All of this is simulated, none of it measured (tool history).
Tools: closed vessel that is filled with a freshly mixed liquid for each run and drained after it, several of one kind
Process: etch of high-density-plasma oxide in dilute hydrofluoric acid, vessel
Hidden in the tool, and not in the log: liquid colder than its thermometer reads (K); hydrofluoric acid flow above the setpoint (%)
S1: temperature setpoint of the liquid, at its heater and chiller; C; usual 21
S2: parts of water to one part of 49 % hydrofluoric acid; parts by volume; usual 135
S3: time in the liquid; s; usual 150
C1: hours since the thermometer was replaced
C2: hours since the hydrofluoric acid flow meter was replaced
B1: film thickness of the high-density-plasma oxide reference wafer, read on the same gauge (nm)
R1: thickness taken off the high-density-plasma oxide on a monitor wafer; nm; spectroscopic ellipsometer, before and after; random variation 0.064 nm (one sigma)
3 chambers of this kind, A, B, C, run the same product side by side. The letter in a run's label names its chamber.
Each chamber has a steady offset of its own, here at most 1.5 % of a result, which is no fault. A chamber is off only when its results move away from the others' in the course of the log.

run   hour    S1   S2   S3      C1     C2      B1      R1
 1B    4.4    21  135  150     371   63.2  39.999  10.707
 2A   11.4    21  135  150  1632.2  302.9  39.979  10.425
 3C   15.8    21  135  150  1091.4  412.2  39.988  10.403
 4A   25.1    21  135  150  1645.9  316.6  39.993  10.578
 5B   31.4    21  135  150     398   90.2  39.999   10.68
 6C   36.6    21  135  150  1112.2    433  39.965  10.429
 7C   43.9  24.5  135  150  1119.5  440.3  40.042  12.013
 8A   51.3  24.5  135  150  1672.1  342.8  39.998  12.221
 9B   60.4  24.5  135  150     427  119.2  40.022  12.209
10A     65    21  135  150  1685.8  356.5  40.047  10.713
11B   74.4    21  135  150     441  133.2  39.996  10.793
12C   80.2    21  135  150  1155.8  476.6  40.021  10.514
13B   89.3    21  135  150   455.9  148.1  39.973  10.721
14A   98.1    21  135  150  1718.9  389.6   40.04  10.913
15C  104.7    21  135  150  1180.3  501.1  39.961  10.488
16B    112    21  100  205   478.6  170.8  39.992  20.406
17C  121.6    21  100  205  1197.2    518  40.024  20.012
18A  129.2    21  100  205    1750  420.7  40.047   20.92
19A  134.4    21  135  150  1755.2  425.9  39.989   10.87
20C  142.6    21  135  150  1218.2    539   40.04  10.521
21B  147.9    21  135  150   514.5  206.7  39.957  10.729
22C  155.5    21  135  150  1231.1  551.9  39.966  10.568
23B  162.5    21  135  210   529.1  221.3  39.951  15.169
24A    171    21  135  210  1791.8  462.5  40.024  15.441
25A  177.8    21  135  210  1798.6  469.3  40.021  15.428
26B  182.4    21  135  150     549  241.2  39.992  10.737
27C  190.1    21  135  150  1265.7  586.5  39.975  10.573
28B  197.1    21  135  150   563.7  255.9  40.007  10.821
29A  205.4    21  135  150  1826.2  496.9  39.968  11.175
     207.1  -- chamber C: thermometer replaced
30C    215    21  135  150     7.9  611.4  39.995  10.623
31C    224    21  135  150    16.9  620.4  40.012  10.504
32A  232.1    21  135  150  1852.9  523.6  39.998  11.185
33B  237.3    21  135  150   603.9  296.1  39.973  10.769

All 3 chambers run these settings next. Forecast each chamber's results:
34A  244.2  24  135  150               ?
34B  244.2  24  135  150               ?
34C  244.2  24  135  150               ?

run      R1
34A   12.53
34B   12.02
34C  11.923

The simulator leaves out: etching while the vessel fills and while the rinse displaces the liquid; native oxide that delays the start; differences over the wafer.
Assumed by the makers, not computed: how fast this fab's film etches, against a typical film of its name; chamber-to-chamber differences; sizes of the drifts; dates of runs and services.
